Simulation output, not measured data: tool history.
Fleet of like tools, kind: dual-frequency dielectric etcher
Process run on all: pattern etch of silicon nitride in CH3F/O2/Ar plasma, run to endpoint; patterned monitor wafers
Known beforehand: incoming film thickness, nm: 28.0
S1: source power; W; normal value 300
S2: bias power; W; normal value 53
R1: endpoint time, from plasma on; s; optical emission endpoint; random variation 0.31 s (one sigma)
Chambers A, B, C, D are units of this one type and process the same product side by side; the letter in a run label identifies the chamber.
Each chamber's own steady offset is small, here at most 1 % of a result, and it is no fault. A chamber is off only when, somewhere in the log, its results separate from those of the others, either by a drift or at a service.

{"run": "1B", "hour": 5.3, "S1": 300, "S2": 53, "R1": 49.425}
{"run": "2D", "hour": 8.4, "S1": 300, "S2": 53, "R1": 50.306}
{"run": "3C", "hour": 13.8, "S1": 300, "S2": 53, "R1": 49.594}
{"run": "4A", "hour": 18.7, "S1": 300, "S2": 53, "R1": 50.115}
{"run": "5B", "hour": 24.1, "S1": 300, "S2": 53, "R1": 49.791}
{"run": "6C", "hour": 28.1, "S1": 300, "S2": 53, "R1": 50.295}
{"run": "7D", "hour": 33.5, "S1": 300, "S2": 53, "R1": 50.27}
{"run": "8A", "hour": 38.2, "S1": 300, "S2": 53, "R1": 50.454}
{"run": "9B", "hour": 43.2, "S1": 300, "S2": 53, "R1": 50.605}
{"run": "10D", "hour": 48.9, "S1": 300, "S2": 53, "R1": 50.318}
{"run": "11C", "hour": 52.8, "S1": 300, "S2": 43, "R1": 53.053}
{"run": "12A", "hour": 57.1, "S1": 300, "S2": 43, "R1": 53.215}
{"run": "13D", "hour": 61.5, "S1": 300, "S2": 43, "R1": 54.159}
{"run": "14B", "hour": 67.8, "S1": 300, "S2": 43, "R1": 53.286}
{"run": "15C", "hour": 71.0, "S1": 300, "S2": 53, "R1": 49.904}
{"run": "16A", "hour": 74.6, "S1": 300, "S2": 53, "R1": 49.777}
{"run": "17A", "hour": 79.1, "S1": 300, "S2": 53, "R1": 50.134}
{"run": "18D", "hour": 84.3, "S1": 300, "S2": 53, "R1": 50.358}
{"hour": 86.1, "done": "chamber A: wet clean of the chamber"}
{"run": "19B", "hour": 89.6, "S1": 300, "S2": 53, "R1": 50.325}
{"run": "20C", "hour": 95.8, "S1": 300, "S2": 53, "R1": 50.205}
{"run": "21D", "hour": 100.6, "S1": 300, "S2": 53, "R1": 49.936}
{"run": "22C", "hour": 107.0, "S1": 300, "S2": 53, "R1": 50.012}
{"run": "23B", "hour": 112.8, "S1": 300, "S2": 53, "R1": 49.55}
{"run": "24A", "hour": 117.1, "S1": 300, "S2": 53, "R1": 49.668}
{"run": "25B", "hour": 122.0, "S1": 300, "S2": 53, "R1": 50.474}
{"run": "26A", "hour": 128.1, "S1": 300, "S2": 53, "R1": 50.619}
{"run": "27C", "hour": 133.0, "S1": 300, "S2": 53, "R1": 50.298}
{"run": "28D", "hour": 139.7, "S1": 300, "S2": 53, "R1": 49.965}
{"run": "29C", "hour": 145.4, "S1": 300, "S2": 53, "R1": 49.939}
{"run": "30D", "hour": 150.9, "S1": 240, "S2": 53, "R1": 54.991}
{"run": "31A", "hour": 154.3, "S1": 240, "S2": 53, "R1": 54.447}
{"run": "32B", "hour": 157.6, "S1": 240, "S2": 53, "R1": 54.35}
{"run": "33A", "hour": 162.5, "S1": 240, "S2": 53, "R1": 54.44}
{"run": "34C", "hour": 168.3, "S1": 300, "S2": 53, "R1": 50.472}
{"run": "35D", "hour": 172.9, "S1": 300, "S2": 53, "R1": 50.31}
{"run": "36B", "hour": 178.3, "S1": 300, "S2": 53, "R1": 50.565}
{"run": "37A", "hour": 183.2, "S1": 300, "S2": 53, "R1": 50.665}
{"run": "38B", "hour": 188.9, "S1": 300, "S2": 53, "R1": 50.067}
{"run": "39C", "hour": 192.5, "S1": 300, "S2": 53, "R1": 49.325}
{"run": "40D", "hour": 198.8, "S1": 300, "S2": 53, "R1": 50.134}
{"run": "41D", "hour": 203.2, "S1": 300, "S2": 53, "R1": 50.072}
{"run": "42C", "hour": 207.3, "S1": 300, "S2": 53, "R1": 49.389}
{"run": "43A", "hour": 213.4, "S1": 300, "S2": 53, "R1": 50.536}

The same settings go to every chamber for the next run, one line per chamber below. Forecast the results for each:
{"run": "44A", "hour": 218.2, "S1": 300, "S2": 53, "R1": "?"}
{"run": "44B", "hour": 218.2, "S1": 300, "S2": 53, "R1": "?"}
{"run": "44C", "hour": 218.2, "S1": 300, "S2": 53, "R1": "?"}
{"run": "44D", "hour": 218.2, "S1": 300, "S2": 53, "R1": "?"}

run=44A R1=50.06
run=44B R1=50.068
run=44C R1=49.601
run=44D R1=50.548
